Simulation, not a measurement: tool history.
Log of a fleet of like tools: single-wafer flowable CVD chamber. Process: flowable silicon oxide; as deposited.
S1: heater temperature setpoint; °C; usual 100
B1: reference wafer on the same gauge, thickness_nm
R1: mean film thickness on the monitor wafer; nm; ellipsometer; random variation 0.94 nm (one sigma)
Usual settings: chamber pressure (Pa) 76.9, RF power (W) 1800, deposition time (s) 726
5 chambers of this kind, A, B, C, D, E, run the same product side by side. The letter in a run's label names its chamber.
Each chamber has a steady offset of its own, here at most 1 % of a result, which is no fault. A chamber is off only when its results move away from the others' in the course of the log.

{"run": "1C", "hour": 6.2, "S1": 100, "chamber pressure (Pa)": 76.9, "RF power (W)": 1800, "deposition time (s)": 726, "B1": 286.05, "R1": 277.48}
{"run": "2D", "hour": 11.6, "S1": 100, "chamber pressure (Pa)": 76.9, "RF power (W)": 1800, "deposition time (s)": 726, "B1": 285.98, "R1": 279.78}
{"run": "3A", "hour": 17.5, "S1": 100, "chamber pressure (Pa)": 76.9, "RF power (W)": 1800, "deposition time (s)": 726, "B1": 285.83, "R1": 275.81}
{"run": "4E", "hour": 22.4, "S1": 100, "chamber pressure (Pa)": 76.9, "RF power (W)": 1800, "deposition time (s)": 726, "B1": 286.14, "R1": 275.95}
{"run": "5B", "hour": 27.0, "S1": 100, "chamber pressure (Pa)": 76.9, "RF power (W)": 1800, "deposition time (s)": 726, "B1": 286.01, "R1": 274.66}
{"run": "6B", "hour": 33.4, "S1": 100, "chamber pressure (Pa)": 76.9, "RF power (W)": 1800, "deposition time (s)": 726, "B1": 285.82, "R1": 273.36}
{"run": "7D", "hour": 38.9, "S1": 100, "chamber pressure (Pa)": 76.9, "RF power (W)": 1800, "deposition time (s)": 726, "B1": 285.85, "R1": 279.57}
{"run": "8A", "hour": 44.0, "S1": 100, "chamber pressure (Pa)": 76.9, "RF power (W)": 1800, "deposition time (s)": 726, "B1": 286.01, "R1": 274.99}
{"run": "9E", "hour": 49.9, "S1": 100, "chamber pressure (Pa)": 76.9, "RF power (W)": 1800, "deposition time (s)": 726, "B1": 286.16, "R1": 276.0}
{"run": "10C", "hour": 56.4, "S1": 100, "chamber pressure (Pa)": 76.9, "RF power (W)": 1800, "deposition time (s)": 726, "B1": 285.97, "R1": 277.18}
{"run": "11B", "hour": 62.7, "S1": 100, "chamber pressure (Pa)": 76.9, "RF power (W)": 1800, "deposition time (s)": 726, "B1": 285.93, "R1": 273.89}
{"run": "12C", "hour": 65.9, "S1": 100, "chamber pressure (Pa)": 76.9, "RF power (W)": 1800, "deposition time (s)": 726, "B1": 285.93, "R1": 277.79}
{"run": "13A", "hour": 71.3, "S1": 100, "chamber pressure (Pa)": 76.9, "RF power (W)": 1800, "deposition time (s)": 726, "B1": 286.12, "R1": 274.67}
{"run": "14E", "hour": 74.5, "S1": 100, "chamber pressure (Pa)": 76.9, "RF power (W)": 1800, "deposition time (s)": 726, "B1": 286.14, "R1": 275.03}
{"run": "15D", "hour": 77.7, "S1": 100, "chamber pressure (Pa)": 69.9, "RF power (W)": 1800, "deposition time (s)": 726, "B1": 285.86, "R1": 242.53}
{"run": "16D", "hour": 82.7, "S1": 100, "chamber pressure (Pa)": 69.9, "RF power (W)": 1800, "deposition time (s)": 726, "B1": 285.95, "R1": 241.1}
{"run": "17E", "hour": 86.7, "S1": 100, "chamber pressure (Pa)": 69.9, "RF power (W)": 1800, "deposition time (s)": 726, "B1": 285.97, "R1": 241.73}
{"run": "18A", "hour": 91.3, "S1": 100, "chamber pressure (Pa)": 69.9, "RF power (W)": 1800, "deposition time (s)": 726, "B1": 286.03, "R1": 239.62}
{"run": "19B", "hour": 97.3, "S1": 100, "chamber pressure (Pa)": 69.9, "RF power (W)": 1800, "deposition time (s)": 726, "B1": 285.96, "R1": 238.86}
{"run": "20C", "hour": 103.5, "S1": 100, "chamber pressure (Pa)": 76.9, "RF power (W)": 1800, "deposition time (s)": 726, "B1": 286.09, "R1": 276.88}
{"run": "21D", "hour": 109.4, "S1": 100, "chamber pressure (Pa)": 76.9, "RF power (W)": 1800, "deposition time (s)": 726, "B1": 286.11, "R1": 275.67}
{"run": "22C", "hour": 115.7, "S1": 100, "chamber pressure (Pa)": 76.9, "RF power (W)": 1800, "deposition time (s)": 726, "B1": 286.12, "R1": 278.5}
{"run": "23B", "hour": 118.8, "S1": 100, "chamber pressure (Pa)": 76.9, "RF power (W)": 1800, "deposition time (s)": 726, "B1": 285.94, "R1": 275.07}
{"run": "24E", "hour": 123.3, "S1": 100, "chamber pressure (Pa)": 76.9, "RF power (W)": 1800, "deposition time (s)": 726, "B1": 285.88, "R1": 276.72}
{"run": "25A", "hour": 129.4, "S1": 100, "chamber pressure (Pa)": 76.9, "RF power (W)": 1800, "deposition time (s)": 726, "B1": 286.03, "R1": 276.21}
{"run": "26D", "hour": 133.3, "S1": 100, "chamber pressure (Pa)": 76.9, "RF power (W)": 1800, "deposition time (s)": 726, "B1": 285.83, "R1": 275.38}
{"run": "27E", "hour": 136.6, "S1": 100, "chamber pressure (Pa)": 76.9, "RF power (W)": 1800, "deposition time (s)": 726, "B1": 286.07, "R1": 275.08}
{"run": "28B", "hour": 141.2, "S1": 100, "chamber pressure (Pa)": 76.9, "RF power (W)": 1800, "deposition time (s)": 726, "B1": 286.1, "R1": 273.67}
{"run": "29C", "hour": 144.2, "S1": 100, "chamber pressure (Pa)": 76.9, "RF power (W)": 1800, "deposition time (s)": 726, "B1": 285.95, "R1": 277.7}
{"run": "30A", "hour": 149.7, "S1": 100, "chamber pressure (Pa)": 76.9, "RF power (W)": 1800, "deposition time (s)": 726, "B1": 286.09, "R1": 273.78}
{"run": "31C", "hour": 153.9, "S1": 100, "chamber pressure (Pa)": 76.9, "RF power (W)": 1800, "deposition time (s)": 726, "B1": 286.18, "R1": 275.76}
{"run": "32B", "hour": 157.7, "S1": 100, "chamber pressure (Pa)": 76.9, "RF power (W)": 1800, "deposition time (s)": 726, "B1": 286.21, "R1": 274.91}
{"run": "33E", "hour": 163.9, "S1": 100, "chamber pressure (Pa)": 67.5, "RF power (W)": 1535, "deposition time (s)": 726, "B1": 285.86, "R1": 217.53}
{"run": "34D", "hour": 170.5, "S1": 100, "chamber pressure (Pa)": 67.5, "RF power (W)": 1535, "deposition time (s)": 726, "B1": 285.8, "R1": 215.49}
{"run": "35A", "hour": 176.4, "S1": 100, "chamber pressure (Pa)": 67.5, "RF power (W)": 1535, "deposition time (s)": 726, "B1": 286.1, "R1": 219.94}
{"run": "36C", "hour": 182.3, "S1": 100, "chamber pressure (Pa)": 67.5, "RF power (W)": 1535, "deposition time (s)": 726, "B1": 286.08, "R1": 220.35}
{"run": "37B", "hour": 187.3, "S1": 100, "chamber pressure (Pa)": 67.5, "RF power (W)": 1535, "deposition time (s)": 726, "B1": 285.96, "R1": 217.72}

What goes on in this fleet: one chamber off, a drifting gauge, or nothing beyond the chambers' own small offsets? Name the chamber and the cause, if any.

Chamber D drifts away from the others.
Cause: true pressure below the setpoint (%) = 2.21.
The log may not tell that from: wafer temperature above the value expected at the setpoint (K).

Here are 4 candidates for chamber D's next run, each the usual settings with a change, their results left as question marks. Which one brings its results back in line with what the others give on the usual settings?
In line means no further than this from the other chambers' mean on the usual settings: R1 3.30 nm
{"run": "38D-1", "hour": 192.3, "S1": 99, "chamber pressure (Pa)": 77.5, "RF power (W)": 1800, "deposition time (s)": 726, "R1": "?"}
{"run": "38D-2", "hour": 192.3, "S1": 100, "chamber pressure (Pa)": 76.9, "RF power (W)": 1800, "deposition time (s)": 739, "R1": "?"}
{"run": "38D-3", "hour": 192.3, "S1": 100, "chamber pressure (Pa)": 76.3, "RF power (W)": 1800, "deposition time (s)": 723, "R1": "?"}
{"run": "38D-4", "hour": 192.3, "S1": 101, "chamber pressure (Pa)": 76.4, "RF power (W)": 1800, "deposition time (s)": 726, "R1": "?"}

The other chambers' mean on the usual settings: R1 275.39 nm
run=38D-1 R1=282.02
run=38D-2 R1=275.09
run=38D-3 R1=265.77
run=38D-4 R1=258.49
38D-2 brings the chamber back in line.
